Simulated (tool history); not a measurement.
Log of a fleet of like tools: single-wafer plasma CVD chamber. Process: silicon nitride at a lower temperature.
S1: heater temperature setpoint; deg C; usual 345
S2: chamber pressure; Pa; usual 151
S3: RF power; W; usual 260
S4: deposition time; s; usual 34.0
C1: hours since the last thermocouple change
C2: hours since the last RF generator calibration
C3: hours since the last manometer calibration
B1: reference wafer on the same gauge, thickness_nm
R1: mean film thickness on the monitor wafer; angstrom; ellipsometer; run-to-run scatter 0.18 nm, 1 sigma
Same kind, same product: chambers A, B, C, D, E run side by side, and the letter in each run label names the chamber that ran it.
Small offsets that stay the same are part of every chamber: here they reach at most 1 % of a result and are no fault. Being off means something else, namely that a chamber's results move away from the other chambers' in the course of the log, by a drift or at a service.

| run | hour | S1 | S2 | S3 | S4 | C1 | C2 | C3 | B1 | R1 |
|---|---|---|---|---|---|---|---|---|---|---|
| 1E | 5.8 | 345 | 151 | 260 | 34.0 | 2237.6 | 137.1 | 327.2 | 30.570 | 330.26 |
| 2A | 12.4 | 345 | 151 | 260 | 34.0 | 1155.5 | 1296.3 | 786.2 | 30.580 | 330.24 |
| 3D | 16.4 | 345 | 151 | 260 | 34.0 | 102.5 | 89.2 | 1798.8 | 30.585 | 331.57 |
| 4C | 22.3 | 345 | 151 | 260 | 34.0 | 1335.8 | 1086.0 | 865.6 | 30.566 | 326.00 |
| 5B | 25.8 | 339 | 151 | 260 | 36.2 | 1571.1 | 1013.2 | 1213.8 | 30.562 | 347.92 |
| 6E | 28.8 | 339 | 151 | 260 | 36.2 | 2260.6 | 160.1 | 350.2 | 30.570 | 349.61 |
| 7A | 34.3 | 339 | 151 | 260 | 36.2 | 1177.4 | 1318.2 | 808.1 | 30.563 | 353.27 |
| 8B | 40.4 | 339 | 151 | 260 | 36.2 | 1585.7 | 1027.8 | 1228.4 | 30.593 | 350.55 |
| 9C | 43.5 | 339 | 151 | 260 | 36.2 | 1357.0 | 1107.2 | 886.8 | 30.558 | 347.33 |
| 10D | 49.8 | 345 | 151 | 260 | 34.0 | 135.9 | 122.6 | 1832.2 | 30.587 | 326.35 |
| 11A | 53.1 | 345 | 133 | 260 | 34.0 | 1196.2 | 1337.0 | 826.9 | 30.578 | 317.66 |
| 12E | 58.3 | 345 | 133 | 260 | 34.0 | 2290.1 | 189.6 | 379.7 | 30.598 | 318.57 |
| 13D | 61.3 | 345 | 133 | 260 | 34.0 | 147.4 | 134.1 | 1843.7 | 30.621 | 316.33 |
| 14C | 66.0 | 345 | 133 | 260 | 34.0 | 1379.5 | 1129.7 | 909.3 | 30.608 | 313.83 |
| 15B | 70.6 | 345 | 133 | 260 | 34.0 | 1615.9 | 1058.0 | 1258.6 | 30.569 | 314.69 |
| 16D | 77.5 | 345 | 151 | 260 | 34.0 | 163.6 | 150.3 | 1859.9 | 30.593 | 328.29 |
| 17C | 84.0 | 345 | 165 | 260 | 34.0 | 1397.5 | 1147.7 | 927.3 | 30.571 | 338.51 |
| 18A | 87.3 | 345 | 165 | 260 | 34.0 | 1230.4 | 1371.2 | 861.1 | 30.591 | 338.01 |
| 19E | 91.2 | 345 | 165 | 260 | 34.0 | 2323.0 | 222.5 | 412.6 | 30.575 | 336.46 |
| 20B | 95.8 | 345 | 165 | 260 | 34.0 | 1641.1 | 1083.2 | 1283.8 | 30.598 | 337.24 |
| 21C | 101.1 | 345 | 165 | 260 | 34.0 | 1414.6 | 1164.8 | 944.4 | 30.600 | 336.65 |
| 22E | 106.2 | 345 | 151 | 260 | 34.0 | 2338.0 | 237.5 | 427.6 | 30.606 | 329.39 |
| 23A | 112.2 | 345 | 151 | 260 | 34.0 | 1255.3 | 1396.1 | 886.0 | 30.618 | 329.28 |
| 24B | 116.9 | 345 | 151 | 260 | 34.0 | 1662.2 | 1104.3 | 1304.9 | 30.629 | 328.42 |
| 25D | 121.1 | 345 | 151 | 260 | 34.0 | 207.2 | 193.9 | 1903.5 | 30.606 | 327.76 |
| 26E | 124.7 | 345 | 151 | 260 | 34.0 | 2356.5 | 256.0 | 446.1 | 30.619 | 329.34 |
| 27B | 131.6 | 345 | 151 | 260 | 34.0 | 1676.9 | 1119.0 | 1319.6 | 30.574 | 326.56 |
| 28C | 137.5 | 345 | 151 | 230 | 40.0 | 1451.0 | 1201.2 | 980.8 | 30.599 | 354.07 |
| 29A | 141.0 | 345 | 151 | 230 | 40.0 | 1284.1 | 1424.9 | 914.8 | 30.582 | 352.34 |
| 30D | 145.3 | 345 | 151 | 230 | 40.0 | 231.4 | 218.1 | 1927.7 | 30.578 | 356.26 |
| 31D | 151.1 | 345 | 151 | 230 | 40.0 | 237.2 | 223.9 | 1933.5 | 30.613 | 353.44 |
| 32A | 156.7 | 345 | 151 | 230 | 40.0 | 1299.8 | 1440.6 | 930.5 | 30.591 | 354.06 |
| 33C | 162.8 | 345 | 151 | 260 | 34.0 | 1476.3 | 1226.5 | 1006.1 | 30.597 | 330.27 |
| 34E | 168.3 | 345 | 151 | 260 | 34.0 | 2400.1 | 299.6 | 489.7 | 30.570 | 327.94 |
| 35B | 173.5 | 345 | 151 | 260 | 34.0 | 1718.8 | 1160.9 | 1361.5 | 30.593 | 327.41 |
| 36A | 179.6 | 345 | 151 | 260 | 34.0 | 1322.7 | 1463.5 | 953.4 | 30.556 | 331.50 |
| 37B | 183.5 | 345 | 151 | 260 | 34.0 | 1728.8 | 1170.9 | 1371.5 | 30.667 | 324.93 |
| 38C | 187.4 | 352 | 151 | 260 | 34.0 | 1500.9 | 1251.1 | 1030.7 | 30.595 | 328.78 |
| 39E | 193.7 | 352 | 151 | 260 | 34.0 | 2425.5 | 325.0 | 515.1 | 30.623 | 330.10 |

Does one chamber stand apart from the rest, does the shared gauge drift, or is all well apart from small per-chamber offsets? Give the chamber and the most likely cause, where there is one.

Neither any chamber nor the gauge drifts; the chambers differ only by their own small, steady offsets.

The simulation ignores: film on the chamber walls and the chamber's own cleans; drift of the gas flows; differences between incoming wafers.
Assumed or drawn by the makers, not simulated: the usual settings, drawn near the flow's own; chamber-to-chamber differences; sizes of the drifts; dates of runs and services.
